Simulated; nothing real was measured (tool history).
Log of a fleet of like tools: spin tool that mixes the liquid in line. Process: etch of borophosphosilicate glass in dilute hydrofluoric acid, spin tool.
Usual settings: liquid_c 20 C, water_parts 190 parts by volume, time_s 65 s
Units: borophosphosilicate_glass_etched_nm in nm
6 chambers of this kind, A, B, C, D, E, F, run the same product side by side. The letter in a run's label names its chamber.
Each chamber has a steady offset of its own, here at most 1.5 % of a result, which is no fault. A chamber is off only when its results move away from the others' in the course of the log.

run,hour,liquid_c,water_parts,time_s,"read-back film thickness of the borophosphosilicate glass reference wafer, read on the same gauge (nm)",borophosphosilicate_glass_etched_nm
1A,4,20,190,65,129.98,16.731
2B,9.8,20,190,65,130.01,16.506
3C,14.7,20,190,65,130.04,16.432
4F,20.6,20,190,65,130.01,16.307
5E,25.8,20,190,25,129.99,6.3433
6D,32,20,190,25,129.98,6.4037
# hour 33.1: chamber F: hydrofluoric acid flow meter replaced
7A,36.7,20,190,25,130,6.4072
8D,42.8,20,190,25,130,6.3685
9E,45.8,20,190,25,130,6.3801
10F,51.6,20,190,25,130.01,6.2994
11B,57.7,20,190,65,130,16.72
12C,62,20,190,65,130.01,16.363
# hour 65.7: chamber C: thermometer replaced
13B,68.2,20,190,65,130.02,16.543
14E,71.1,20,190,65,130.02,16.607
15C,77.5,20,190,65,130.01,16.389
16A,81.7,20,190,65,129.98,16.596
17F,85.7,20,190,65,129.98,16.325
18D,90.4,20,190,30,130.01,7.6142
19B,93.8,20,190,30,129.97,7.6215
20C,96.9,20,190,30,129.99,7.5971
21F,99.8,20,190,30,129.98,7.5481
22E,103.4,20,190,30,130,7.6606
23D,108.4,20,190,30,130.02,7.5764
24A,114,20,190,65,130,16.498
25C,120,20,190,65,130,16.269
26D,126.2,20,190,65,130,16.359
27B,131.5,20,190,65,130,16.44
28F,136.6,17,190,65,129.99,14.515
29A,141.9,17,190,65,129.98,14.737
30E,148.2,17,190,65,130.01,14.672
31F,152.4,17,190,65,129.98,14.476
32A,155.3,17,190,65,129.98,14.76
33B,160.1,17,190,65,129.98,14.91
34C,165.7,20,190,65,130.01,16.303
35E,169.1,20,190,65,130.02,16.621
36D,175.4,20,190,65,129.99,16.366
37F,180.3,20,190,65,130.03,16.233
38B,186,20,190,65,130.01,16.568

What goes on in this fleet: one chamber off, a drifting gauge, or nothing beyond the chambers' own small offsets? Name the chamber and the cause, if any.

No chamber stands off beyond its own small offset, and the gauge holds steady.
